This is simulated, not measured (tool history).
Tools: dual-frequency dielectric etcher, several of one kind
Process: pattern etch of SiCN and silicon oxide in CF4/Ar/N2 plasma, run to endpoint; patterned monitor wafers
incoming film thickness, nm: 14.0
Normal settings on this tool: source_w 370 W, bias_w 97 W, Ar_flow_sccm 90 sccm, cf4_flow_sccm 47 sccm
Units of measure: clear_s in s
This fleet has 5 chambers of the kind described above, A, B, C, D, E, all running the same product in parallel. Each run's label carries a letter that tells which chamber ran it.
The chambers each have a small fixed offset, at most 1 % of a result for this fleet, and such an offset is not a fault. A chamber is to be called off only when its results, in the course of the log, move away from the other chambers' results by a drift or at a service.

Run 1E, hour 6.2: usual settings. Result: clear_s 18.118 s.
Run 2D, hour 18.6: usual settings. Result: clear_s 18.063 s.
Run 3C, hour 31.1: usual settings. Result: clear_s 18.097 s.
At hour 40.3: chamber E: wet clean of the chamber.
Run 4B, hour 42.4: usual settings. Result: clear_s 18.137 s.
Run 5A, hour 49.3: usual settings but source_w 400 W, Ar_flow_sccm 73 sccm. Result: clear_s 16.490 s.
Run 6C, hour 58.0: usual settings but source_w 400 W, Ar_flow_sccm 73 sccm. Result: clear_s 16.455 s.
Run 7A, hour 64.3: usual settings but source_w 400 W, Ar_flow_sccm 73 sccm. Result: clear_s 16.476 s.
Run 8D, hour 74.0: usual settings but source_w 400 W, Ar_flow_sccm 73 sccm. Result: clear_s 16.418 s.
Run 9B, hour 86.4: usual settings but source_w 400 W, Ar_flow_sccm 73 sccm. Result: clear_s 16.397 s.
At hour 93.0: chamber A: bias power generator calibrated.
Run 10E, hour 95.0: usual settings. Result: clear_s 18.062 s.
Run 11D, hour 107.9: usual settings. Result: clear_s 17.979 s.
Run 12A, hour 117.5: usual settings but bias_w 87 W. Result: clear_s 18.776 s.
Run 13B, hour 124.5: usual settings but bias_w 87 W. Result: clear_s 18.808 s.
Run 14C, hour 136.7: usual settings but bias_w 87 W. Result: clear_s 18.828 s.
Run 15E, hour 145.6: usual settings but bias_w 87 W. Result: clear_s 18.720 s.
Run 16D, hour 154.6: usual settings but bias_w 87 W. Result: clear_s 18.955 s.
Run 17C, hour 162.0: usual settings. Result: clear_s 18.213 s.
At hour 165.8: chamber D: bias power generator calibrated.
Run 18B, hour 168.2: usual settings. Result: clear_s 18.176 s.
Run 19A, hour 177.2: usual settings. Result: clear_s 18.154 s.
At hour 187.2: chamber A: wet clean of the chamber.
Run 20E, hour 189.4: usual settings. Result: clear_s 18.009 s.
Run 21B, hour 200.2: usual settings. Result: clear_s 18.133 s.
At hour 204.4: chamber D: wet clean of the chamber.
Run 22A, hour 208.5: usual settings. Result: clear_s 18.027 s.
At hour 219.0: chamber C: source power generator calibrated.
Run 23E, hour 221.2: usual settings. Result: clear_s 18.007 s.
Run 24C, hour 232.2: usual settings but source_w 290 W. Result: clear_s 22.166 s.
Run 25D, hour 244.5: usual settings but source_w 290 W. Result: clear_s 22.282 s.
At hour 249.5: chamber B: wet clean of the chamber.
Run 26B, hour 254.8: usual settings but source_w 290 W. Result: clear_s 22.382 s.
At hour 259.3: chamber C: Ar flow controller replaced.
Run 27E, hour 260.9: usual settings but source_w 290 W. Result: clear_s 22.153 s.
Run 28A, hour 268.1: usual settings but source_w 290 W. Result: clear_s 22.295 s.
Run 29D, hour 274.4: usual settings. Result: clear_s 18.142 s.
Run 30C, hour 287.6: usual settings. Result: clear_s 18.046 s.

Which is it: a chamber that has drifted or been left off by a service, a gauge drift common to all chambers, or only each chamber's usual small offset? If a chamber is off, name it and its likeliest cause.

No chamber stands off beyond its own small offset, and the gauge holds steady.
